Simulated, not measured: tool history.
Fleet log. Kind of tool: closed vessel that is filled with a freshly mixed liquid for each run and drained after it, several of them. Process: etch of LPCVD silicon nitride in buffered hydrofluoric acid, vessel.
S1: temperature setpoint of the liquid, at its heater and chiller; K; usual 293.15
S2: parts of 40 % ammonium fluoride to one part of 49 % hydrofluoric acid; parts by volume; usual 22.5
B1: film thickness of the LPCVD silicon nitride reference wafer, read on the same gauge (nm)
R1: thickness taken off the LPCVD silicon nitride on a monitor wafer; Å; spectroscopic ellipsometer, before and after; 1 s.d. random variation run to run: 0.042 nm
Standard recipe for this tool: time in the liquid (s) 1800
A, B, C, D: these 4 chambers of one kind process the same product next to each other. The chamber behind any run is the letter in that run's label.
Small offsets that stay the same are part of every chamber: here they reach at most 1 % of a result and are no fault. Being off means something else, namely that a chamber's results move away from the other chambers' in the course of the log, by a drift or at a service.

run 1B hour=3.2 | S1=293.15 S2=22.5 time_in_the_liquid_(s)=1800 | B1=140.01 | R1=90.69
run 2A hour=8.4 | S1=293.15 S2=22.5 time_in_the_liquid_(s)=1800 | B1=140.02 | R1=89.591
run 3D hour=11.4 | S1=293.15 S2=22.5 time_in_the_liquid_(s)=1800 | B1=140.01 | R1=90.185
run 4C hour=17.1 | S1=293.15 S2=22.5 time_in_the_liquid_(s)=1800 | B1=140.02 | R1=91.727
run 5A hour=19.7 | S1=293.15 S2=22.5 time_in_the_liquid_(s)=1800 | B1=139.98 | R1=90.14
run 6C hour=24.1 | S1=293.15 S2=22.5 time_in_the_liquid_(s)=1800 | B1=139.99 | R1=91.716
run 7B hour=29.3 | S1=293.15 S2=22.5 time_in_the_liquid_(s)=1800 | B1=140 | R1=90.808
run 8D hour=34.7 | S1=293.15 S2=22.5 time_in_the_liquid_(s)=1800 | B1=140.03 | R1=91.495
run 9A hour=37.5 | S1=293.15 S2=22.5 time_in_the_liquid_(s)=1800 | B1=140.03 | R1=90.437
run 10C hour=41.8 | S1=293.15 S2=22.5 time_in_the_liquid_(s)=1800 | B1=139.99 | R1=91.276
run 11B hour=46.9 | S1=293.15 S2=22.5 time_in_the_liquid_(s)=1470 | B1=139.99 | R1=73.959
run 12D hour=52 | S1=293.15 S2=22.5 time_in_the_liquid_(s)=1470 | B1=140.04 | R1=73.666
run 13D hour=55.3 | S1=293.15 S2=22.5 time_in_the_liquid_(s)=1470 | B1=140.01 | R1=73.658
run 14C hour=59.3 | S1=293.15 S2=22.5 time_in_the_liquid_(s)=1470 | B1=140.02 | R1=75.154
run 15A hour=63.1 | S1=293.15 S2=22.5 time_in_the_liquid_(s)=1800 | B1=139.99 | R1=89.697
run 16B hour=66.1 | S1=293.15 S2=22.5 time_in_the_liquid_(s)=1800 | B1=140 | R1=91.284
run 17B hour=70.9 | S1=293.15 S2=22.5 time_in_the_liquid_(s)=1800 | B1=139.99 | R1=91.502
run 18A hour=75.5 | S1=293.15 S2=22.5 time_in_the_liquid_(s)=1800 | B1=140.02 | R1=90.532
run 19D hour=79.2 | S1=293.15 S2=22.5 time_in_the_liquid_(s)=1800 | B1=139.98 | R1=90.523
run 20C hour=84.4 | S1=293.15 S2=22.5 time_in_the_liquid_(s)=1800 | B1=140 | R1=90.928
-- hour=88.2 chamber A: hydrofluoric acid flow meter replaced
run 21C hour=88.4 | S1=293.15 S2=22.5 time_in_the_liquid_(s)=1800 | B1=139.99 | R1=91.347
run 22B hour=91.9 | S1=293.15 S2=22.5 time_in_the_liquid_(s)=1800 | B1=140 | R1=91.66
-- hour=94.4 chamber D: hydrofluoric acid flow meter replaced
run 23D hour=95.8 | S1=293.15 S2=22.5 time_in_the_liquid_(s)=1800 | B1=139.97 | R1=89.891
run 24A hour=101.3 | S1=293.15 S2=22.5 time_in_the_liquid_(s)=1800 | B1=140.02 | R1=89.901
run 25B hour=104.1 | S1=293.15 S2=22.5 time_in_the_liquid_(s)=1800 | B1=139.98 | R1=92.47
run 26D hour=108 | S1=293.15 S2=22.5 time_in_the_liquid_(s)=1800 | B1=139.99 | R1=90.621
run 27A hour=112.8 | S1=293.15 S2=22.5 time_in_the_liquid_(s)=1800 | B1=139.99 | R1=89.644
run 28C hour=115.4 | S1=293.15 S2=22.5 time_in_the_liquid_(s)=1800 | B1=139.98 | R1=91.254
run 29A hour=118.9 | S1=293.15 S2=22.5 time_in_the_liquid_(s)=1800 | B1=140.01 | R1=90.356
run 30D hour=123.6 | S1=293.15 S2=22.5 time_in_the_liquid_(s)=1800 | B1=140.01 | R1=90.736
run 31B hour=126.8 | S1=293.15 S2=22.5 time_in_the_liquid_(s)=1800 | B1=139.99 | R1=92.315
run 32C hour=131.3 | S1=293.15 S2=22.5 time_in_the_liquid_(s)=1800 | B1=140.01 | R1=90.81
run 33D hour=135 | S1=293.15 S2=30 time_in_the_liquid_(s)=1800 | B1=139.95 | R1=74.261
run 34B hour=139.3 | S1=293.15 S2=30 time_in_the_liquid_(s)=1800 | B1=140 | R1=76.254
run 35C hour=141.9 | S1=293.15 S2=30 time_in_the_liquid_(s)=1800 | B1=140 | R1=74.321
run 36A hour=147.6 | S1=293.15 S2=30 time_in_the_liquid_(s)=1800 | B1=140 | R1=74.011
run 37C hour=150.7 | S1=293.15 S2=22.5 time_in_the_liquid_(s)=1800 | B1=139.98 | R1=91.859

The same settings go to every chamber for the next run, one line per chamber below. Forecast the results for each:
run 38A hour=154.8 | S1=293.15 S2=22.5 time_in_the_liquid_(s)=905 | R1=?
run 38B hour=154.8 | S1=293.15 S2=22.5 time_in_the_liquid_(s)=905 | R1=?
run 38C hour=154.8 | S1=293.15 S2=22.5 time_in_the_liquid_(s)=905 | R1=?
run 38D hour=154.8 | S1=293.15 S2=22.5 time_in_the_liquid_(s)=905 | R1=?

run=38A R1=45.402
run=38B R1=46.884
run=38C R1=45.864
run=38D R1=45.39
